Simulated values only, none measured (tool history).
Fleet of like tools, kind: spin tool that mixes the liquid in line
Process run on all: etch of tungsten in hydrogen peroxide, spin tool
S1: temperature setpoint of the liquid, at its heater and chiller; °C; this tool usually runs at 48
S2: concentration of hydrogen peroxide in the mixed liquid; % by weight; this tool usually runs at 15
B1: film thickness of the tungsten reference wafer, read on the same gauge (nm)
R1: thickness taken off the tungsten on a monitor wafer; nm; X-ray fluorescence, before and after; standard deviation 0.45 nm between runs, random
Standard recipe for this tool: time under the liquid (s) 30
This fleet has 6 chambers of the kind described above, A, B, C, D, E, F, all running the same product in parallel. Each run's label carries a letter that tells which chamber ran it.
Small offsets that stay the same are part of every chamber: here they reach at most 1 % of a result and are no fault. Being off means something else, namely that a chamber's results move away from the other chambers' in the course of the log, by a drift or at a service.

Run 1C, hour 5.1: usual settings; B1 100. Result: R1 44.868 nm.
Run 2D, hour 11.7: usual settings; B1 99.99. Result: R1 45.205 nm.
Run 3E, hour 18.8: usual settings; B1 99.987. Result: R1 45.505 nm.
Run 4B, hour 24.7: usual settings; B1 99.971. Result: R1 46.431 nm.
Run 5A, hour 31.5: usual settings; B1 99.988. Result: R1 46.22 nm.
Run 6F, hour 38.2: usual settings but S1 44 °C, S2 12 % by weight; B1 99.994. Result: R1 31.589 nm.
Run 7F, hour 46.2: usual settings but S1 44 °C, S2 12 % by weight; B1 100. Result: R1 31.199 nm.
At hour 46.4: chamber C: thermometer replaced.
Run 8B, hour 51.5: usual settings but S1 44 °C, S2 12 % by weight; B1 100.02. Result: R1 32.035 nm.
Run 9A, hour 56.3: usual settings but S1 44 °C, S2 12 % by weight; B1 99.971. Result: R1 31.397 nm.
Run 10D, hour 61.8: usual settings but S1 44 °C, S2 12 % by weight; B1 99.979. Result: R1 31.377 nm.
Run 11E, hour 68.5: usual settings but S1 44 °C, S2 12 % by weight; B1 100. Result: R1 32.16 nm.
Run 12C, hour 74.3: usual settings; B1 100.01. Result: R1 45.192 nm.
Run 13D, hour 82.2: usual settings; B1 100. Result: R1 45.626 nm.
Run 14C, hour 87.3: usual settings; B1 100.02. Result: R1 45.394 nm.
Run 15B, hour 97: usual settings; B1 99.984. Result: R1 46.175 nm.
Run 16F, hour 105.9: usual settings; B1 100.02. Result: R1 45.029 nm.
Run 17E, hour 111.7: usual settings; B1 100.01. Result: R1 46.462 nm.
Run 18A, hour 118.5: usual settings; B1 100.02. Result: R1 45.342 nm.
Run 19F, hour 126.7: usual settings but S1 51 °C; B1 100.03. Result: R1 55.912 nm.
Run 20A, hour 135.6: usual settings but S1 51 °C; B1 100.03. Result: R1 54.978 nm.
Run 21B, hour 141.4: usual settings but S1 51 °C; B1 100.02. Result: R1 54.922 nm.
Run 22E, hour 146.9: usual settings but S1 51 °C; B1 100.02. Result: R1 55.32 nm.
Run 23D, hour 156.5: usual settings but S1 51 °C; B1 99.979. Result: R1 54.681 nm.
Run 24C, hour 163.5: usual settings but S1 51 °C; B1 100.01. Result: R1 54.543 nm.
Run 25D, hour 172.2: usual settings; B1 99.948. Result: R1 45.791 nm.
Run 26A, hour 181.5: usual settings; B1 99.994. Result: R1 44.857 nm.
Run 27F, hour 191: usual settings; B1 100.03. Result: R1 45.211 nm.
Run 28B, hour 197.7: usual settings; B1 100. Result: R1 46.012 nm.
Run 29E, hour 203.7: usual settings; B1 100.02. Result: R1 45.906 nm.
Run 30C, hour 208.8: usual settings; B1 99.992. Result: R1 44.939 nm.
At hour 214.2: chamber D: new drum of peroxide connected.
Run 31A, hour 218.6: usual settings; B1 100.03. Result: R1 45.705 nm.
Run 32F, hour 226.7: usual settings but S2 12 % by weight; B1 100. Result: R1 40.864 nm.
Run 33B, hour 231.2: usual settings but S2 12 % by weight; B1 99.987. Result: R1 41.688 nm.
Run 34C, hour 237.2: usual settings but S2 12 % by weight; B1 99.997. Result: R1 39.973 nm.
Run 35D, hour 244: usual settings but S2 12 % by weight; B1 99.963. Result: R1 40.887 nm.
Run 36E, hour 252: usual settings but S2 12 % by weight; B1 99.989. Result: R1 40.903 nm.
Run 37A, hour 258.6: usual settings but S2 12 % by weight; B1 99.961. Result: R1 40.899 nm.
Run 38D, hour 267: usual settings; B1 100.03. Result: R1 45.386 nm.
Run 39C, hour 275.8: usual settings; B1 100.03. Result: R1 45.862 nm.
Run 40E, hour 285.7: usual settings; B1 100.01. Result: R1 45.621 nm.
Run 41F, hour 291.8: usual settings; B1 100.03. Result: R1 46.262 nm.
Run 42B, hour 296.3: usual settings but S2 12.5 % by weight, time under the liquid (s) 15; B1 99.996. Result: R1 20.961 nm.

Has any chamber moved away from the others, gradually or after a service, or does the common gauge drift, or do the chambers differ only by their own small steady offsets? State the chamber and the most likely cause if one applies.

No chamber is off and the gauge is stable; the differences are just each chamber's small, constant offset.
